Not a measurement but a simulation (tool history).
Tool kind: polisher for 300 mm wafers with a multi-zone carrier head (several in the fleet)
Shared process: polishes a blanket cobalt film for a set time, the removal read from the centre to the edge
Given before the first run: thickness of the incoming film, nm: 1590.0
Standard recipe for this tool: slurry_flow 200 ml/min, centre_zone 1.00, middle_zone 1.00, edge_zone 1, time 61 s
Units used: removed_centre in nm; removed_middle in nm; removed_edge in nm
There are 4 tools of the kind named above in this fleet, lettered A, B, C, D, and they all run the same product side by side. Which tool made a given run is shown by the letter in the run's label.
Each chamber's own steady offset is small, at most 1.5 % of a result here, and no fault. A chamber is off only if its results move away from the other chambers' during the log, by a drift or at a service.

| run | hour | slurry_flow | centre_zone | middle_zone | edge_zone | time | wafers polished on this pad | hours since the slurry nozzle was cleaned | hours since the centre zone pressure was calibrated | hours since the edge zone pressure was calibrated | removed_centre | removed_middle | removed_edge |
|---|---|---|---|---|---|---|---|---|---|---|---|---|---|
| 1A | 14.9 | 200 | 1.00 | 1.00 | 1 | 61 | 334 | 211.1 | 219.1 | 60.2 | 383.92 | 377.46 | 380.83 |
| 2D | 24.2 | 200 | 1.00 | 1.00 | 1 | 61 | 987 | 238.4 | 898.7 | 324.6 | 377.05 | 389.62 | 385.21 |
| 3C | 32.9 | 200 | 1.00 | 1.00 | 1 | 61 | 1586 | 92.3 | 393.2 | 186.2 | 383.91 | 382.61 | 381.62 |
|  | 37.8 | chamber C: worn pad replaced by a new one |
| 4B | 40.4 | 200 | 1.00 | 1.00 | 1 | 61 | 912 | 203.2 | 194.7 | 103.8 | 380.41 | 375.39 | 377.44 |
|  | 43.1 | chamber D: worn pad replaced by a new one |
|  | 48.6 | chamber B: worn pad replaced by a new one |
| 5A | 48.8 | 200 | 1.00 | 1.00 | 1 | 61 | 569 | 245.0 | 253.0 | 94.1 | 374.76 | 383.81 | 372.56 |
|  | 53.3 | chamber B: slurry nozzle cleaned |
| 6B | 59.4 | 200 | 1.00 | 1.00 | 1 | 61 | 75 | 6.2 | 213.7 | 122.8 | 380.52 | 377.41 | 381.17 |
| 7D | 70.7 | 200 | 1.00 | 1.00 | 1 | 50 | 192 | 284.9 | 945.2 | 371.1 | 309.00 | 312.63 | 323.15 |
| 8C | 84.1 | 200 | 1.00 | 1.00 | 1 | 50 | 322 | 143.5 | 444.4 | 237.4 | 315.91 | 307.99 | 311.81 |
|  | 86.9 | chamber A: worn pad replaced by a new one |
| 9C | 96.9 | 200 | 1.00 | 1.00 | 1 | 50 | 411 | 156.3 | 457.2 | 250.2 | 322.07 | 308.64 | 313.87 |
| 10A | 110.8 | 200 | 1.00 | 1.00 | 1 | 50 | 166 | 307.0 | 315.0 | 156.1 | 313.97 | 314.52 | 306.20 |
|  | 119.5 | chamber A: slurry nozzle cleaned |
| 11B | 124.1 | 200 | 1.00 | 1.04 | 1 | 75 | 525 | 70.9 | 278.4 | 187.5 | 475.93 | 471.55 | 476.89 |
|  | 129.9 | chamber C: centre zone pressure recalibrated |
| 12D | 131.6 | 200 | 1.00 | 1.04 | 1 | 75 | 615 | 345.8 | 1006.1 | 432.0 | 472.66 | 484.29 | 467.95 |
| 13A | 140.3 | 200 | 1.00 | 1.04 | 1 | 75 | 371 | 20.9 | 344.5 | 185.6 | 473.14 | 490.74 | 458.81 |
| 14B | 149.1 | 200 | 1.00 | 1.04 | 1 | 75 | 699 | 95.9 | 303.4 | 212.5 | 464.01 | 479.20 | 468.62 |
|  | 153.6 | chamber D: edge zone pressure recalibrated |
| 15C | 157.8 | 200 | 1.00 | 1.00 | 1 | 61 | 835 | 217.2 | 28.0 | 311.1 | 371.40 | 378.88 | 378.41 |
| 16D | 166.4 | 200 | 1.00 | 1.00 | 1 | 61 | 857 | 380.6 | 1040.9 | 12.9 | 375.89 | 387.98 | 384.97 |
| 17C | 176.4 | 200 | 1.00 | 0.89 | 1 | 61 | 964 | 235.8 | 46.6 | 329.7 | 383.87 | 339.36 | 390.59 |
| 18A | 185.7 | 200 | 1.00 | 0.89 | 1 | 61 | 687 | 66.3 | 389.9 | 231.0 | 372.41 | 351.94 | 379.71 |
| 19D | 193.1 | 200 | 1.00 | 0.89 | 1 | 61 | 1043 | 407.3 | 1067.6 | 39.6 | 362.42 | 336.89 | 380.01 |
|  | 197.3 | chamber A: worn pad replaced by a new one |
| 20B | 200.1 | 200 | 1.00 | 0.89 | 1 | 61 | 1054 | 146.9 | 354.4 | 263.5 | 386.86 | 335.16 | 379.26 |
|  | 207.1 | chamber B: worn pad replaced by a new one |
| 21D | 212.3 | 200 | 1.00 | 1.00 | 1 | 61 | 1177 | 426.5 | 1086.8 | 58.8 | 368.38 | 387.39 | 389.08 |
| 22C | 221.3 | 200 | 1.00 | 1.00 | 1 | 61 | 1276 | 280.7 | 91.5 | 374.6 | 386.13 | 381.69 | 374.03 |
|  | 222.3 | chamber D: worn pad replaced by a new one |
| 23A | 235.5 | 200 | 1.00 | 1.00 | 1 | 61 | 266 | 116.1 | 439.7 | 280.8 | 379.49 | 384.76 | 381.05 |
|  | 235.6 | chamber D: slurry nozzle cleaned |
| 24B | 242.2 | 200 | 1.00 | 1.00 | 1 | 61 | 244 | 189.0 | 396.5 | 305.6 | 391.33 | 371.65 | 389.09 |
| 25D | 255.3 | 200 | 1.00 | 1.00 | 1 | 61 | 230 | 19.8 | 1129.8 | 101.8 | 356.79 | 388.30 | 383.81 |
|  | 263.0 | chamber B: slurry nozzle cleaned |
|  | 265.9 | chamber C: worn pad replaced by a new one |
| 26C | 267.2 | 200 | 1.00 | 1.00 | 1 | 61 | 9 | 326.6 | 137.4 | 420.5 | 377.65 | 380.91 | 379.36 |
| 27A | 277.6 | 200 | 1.00 | 1.00 | 1 | 61 | 558 | 158.2 | 481.8 | 322.9 | 387.72 | 389.54 | 374.51 |
|  | 280.6 | chamber B: centre zone pressure recalibrated |
| 28B | 287.5 | 200 | 0.94 | 1.00 | 1 | 61 | 559 | 24.6 | 7.0 | 350.9 | 359.82 | 378.59 | 382.04 |
| 29C | 294.8 | 200 | 0.94 | 1.00 | 1 | 61 | 201 | 354.2 | 165.0 | 448.1 | 358.25 | 378.36 | 377.10 |
| 30B | 309.1 | 200 | 0.94 | 1.00 | 1 | 61 | 709 | 46.2 | 28.6 | 372.5 | 350.03 | 378.33 | 380.44 |
|  | 310.2 | chamber A: worn pad replaced by a new one |
| 31A | 321.3 | 200 | 0.94 | 1.00 | 1 | 61 | 77 | 201.9 | 525.5 | 366.6 | 355.67 | 385.87 | 374.59 |
| 32D | 336.2 | 200 | 1.00 | 1.00 | 1 | 61 | 792 | 100.7 | 1210.7 | 182.7 | 352.84 | 379.56 | 388.62 |
|  | 350.1 | chamber B: worn pad replaced by a new one |
| 33C | 350.2 | 200 | 1.00 | 1.06 | 1 | 61 | 586 | 409.6 | 220.4 | 503.5 | 370.31 | 403.11 | 383.54 |
| 34D | 358.3 | 200 | 1.00 | 1.06 | 1 | 61 | 946 | 122.8 | 1232.8 | 204.8 | 342.59 | 406.98 | 387.74 |
| 35A | 367.4 | 200 | 1.00 | 1.06 | 1 | 61 | 398 | 248.0 | 571.6 | 412.7 | 383.25 | 397.64 | 374.45 |
| 36B | 378.2 | 200 | 1.00 | 1.06 | 1 | 61 | 195 | 115.3 | 97.7 | 441.6 | 378.74 | 399.01 | 382.13 |
|  | 383.6 | chamber C: slurry nozzle cleaned |
|  | 388.8 | chamber A: centre zone pressure recalibrated |
| 37D | 389.3 | 200 | 1.00 | 1.00 | 1 | 61 | 1162 | 153.8 | 1263.8 | 235.8 | 343.80 | 385.76 | 381.02 |
|  | 392.7 | chamber D: worn pad replaced by a new one |
| 38A | 397.4 | 200 | 1.00 | 1.00 | 1 | 61 | 607 | 278.0 | 8.6 | 442.7 | 382.56 | 389.23 | 371.58 |
|  | 401.0 | chamber A: slurry nozzle cleaned |
| 39C | 407.1 | 200 | 1.00 | 1.00 | 1 | 61 | 982 | 23.6 | 277.3 | 560.4 | 379.61 | 382.46 | 379.36 |
| 40B | 413.6 | 200 | 0.90 | 1.00 | 1 | 68 | 441 | 150.7 | 133.1 | 477.0 | 378.19 | 429.40 | 430.68 |
| 41D | 427.2 | 200 | 0.90 | 1.00 | 1 | 68 | 240 | 191.7 | 1301.7 | 273.7 | 340.81 | 428.92 | 423.39 |
| 42C | 434.4 | 200 | 0.90 | 1.00 | 1 | 68 | 1172 | 50.9 | 304.6 | 587.7 | 375.75 | 417.14 | 427.72 |
|  | 437.2 | chamber A: worn pad replaced by a new one |
| 43B | 442.4 | 200 | 0.90 | 1.00 | 1 | 68 | 642 | 179.5 | 161.9 | 505.8 | 369.88 | 422.02 | 430.45 |
| 44A | 454.7 | 200 | 1.00 | 1.00 | 1 | 61 | 122 | 53.7 | 65.9 | 500.0 | 381.32 | 384.11 | 375.08 |

Next, all 4 chambers run the settings below, one line each with question marks for the results. What does each chamber give?
| 45A | 465.4 | 200 | 1.00 | 1.00 | 1 | 61 |  |  |  |  | ? | ? | ? |
| 45B | 465.4 | 200 | 1.00 | 1.00 | 1 | 61 |  |  |  |  | ? | ? | ? |
| 45C | 465.4 | 200 | 1.00 | 1.00 | 1 | 61 |  |  |  |  | ? | ? | ? |
| 45D | 465.4 | 200 | 1.00 | 1.00 | 1 | 61 |  |  |  |  | ? | ? | ? |

| run | removed_centre | removed_middle | removed_edge |
|---|---|---|---|
| 45A | 380.24 | 379.19 | 380.78 |
| 45B | 375.65 | 376.53 | 381.39 |
| 45C | 388.90 | 379.91 | 384.45 |
| 45D | 337.06 | 382.25 | 377.13 |
